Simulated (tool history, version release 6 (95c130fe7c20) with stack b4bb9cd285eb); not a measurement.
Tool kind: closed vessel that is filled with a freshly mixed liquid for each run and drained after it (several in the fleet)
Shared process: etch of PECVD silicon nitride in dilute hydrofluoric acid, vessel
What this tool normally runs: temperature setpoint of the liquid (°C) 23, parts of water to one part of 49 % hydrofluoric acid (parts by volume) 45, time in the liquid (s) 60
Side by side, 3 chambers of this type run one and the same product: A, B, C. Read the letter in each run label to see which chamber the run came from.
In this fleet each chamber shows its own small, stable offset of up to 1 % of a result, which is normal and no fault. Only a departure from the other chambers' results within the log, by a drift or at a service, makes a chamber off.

run	day	temperature setpoint of the liquid (°C)	parts of water to one part of 49 % hydrofluoric acid (parts by volume)	time in the liquid (s)	read-back film thickness of the PECVD silicon nitride reference wafer, read on the same gauge (nm)	thickness taken off the PECVD silicon nitride on a monitor wafer (angstrom)
1B	0.279	23	45	60	40.047	69.859
2C	0.558	23	45	60	39.986	70.059
3A	0.817	23	45	60	40.007	69.422
4C	1.088	23	45	60	40.005	69.376
5B	1.292	23	45	60	39.955	69.838
6A	1.575	23	45	60	39.989	70.639
7B	1.783	23	45	60	40.041	69.387
8C	1.996	23	45	60	39.964	69.445
9A	2.246	23	45	60	40.022	70.625
10C	2.45	23	45	60	40.01	69.86
11B	2.604	23	45	60	39.986	69.386
12A	2.804	23	45	60	39.969	69.551
13C	3.038	23	45	60	40.006	69.338
14B	3.254	23	45	60	39.983	70.079
15A	3.421	23	45	60	39.991	69.536
16A	3.658	23	45	60	40.014	69.521
17C	3.875	23	45	60	40.06	70.292
18B	4.029	23	45	60	39.996	68.93
19B	4.183	23	45	60	40.014	70.368
20C	4.333	19.5	30	60	39.941	80.861
21A	4.558	19.5	30	60	39.988	78.759
22C	4.742	19.5	30	60	40.026	81.243
23B	5.021	23	45	60	40.026	69.176
24A	5.192	23	45	60	40.025	67.745
25A	5.479	23	45	60	39.983	66.808
26B	5.704	23	45	60	39.998	70.482
27C	5.962	23	45	60	39.946	68.739
28B	6.212	23	45	60	39.996	70.847
29C	6.5	23	45	45	39.965	52.224
30A	6.738	23	45	45	39.996	48.24
31B	6.946	23	45	45	39.999	51.937
32A	7.192	23	45	60	40.052	64.062
33C	7.446	23	45	60	40.002	70.411
34B	7.638	23	45	60	40.041	69.755
35C	7.812	23	45	60	40.03	69.485

Which is it: a chamber that has drifted or been left off by a service, a gauge drift common to all chambers, or only each chamber's usual small offset? If a chamber is off, name it and its likeliest cause.

One chamber, A, drifts off from the rest bit by bit.
Cause: hydrofluoric acid flow below the setpoint (%) = 9.77.
The log may not separate it from: liquid colder than its thermometer reads (K).

Chamber A could run next with any of the 4 candidate recipes listed below; each alters the usual settings, and their results appear as question marks. Which one brings its results back in line with what the other chambers deliver on the usual settings?
Maximum distance from the other chambers' mean on the usual settings for a result to count as in line: thickness taken off the PECVD silicon nitride on a monitor wafer (angstrom) 1.9
36A-1	8.025	23	45	55		?
36A-2	8.025	24.5	45	60		?
36A-3	8.025	22.5	45	60		?
36A-4	8.025	23.5	45	60		?

Mean of the other chambers on the usual settings: thickness taken off the PECVD silicon nitride on a monitor wafer (angstrom) 69.695
run	thickness taken off the PECVD silicon nitride on a monitor wafer (angstrom)
36A-1	58.155
36A-2	70.303
36A-3	61.277
36A-4	65.675
The answer is 36A-2, which returns the chamber to within the allowed miss of the others.

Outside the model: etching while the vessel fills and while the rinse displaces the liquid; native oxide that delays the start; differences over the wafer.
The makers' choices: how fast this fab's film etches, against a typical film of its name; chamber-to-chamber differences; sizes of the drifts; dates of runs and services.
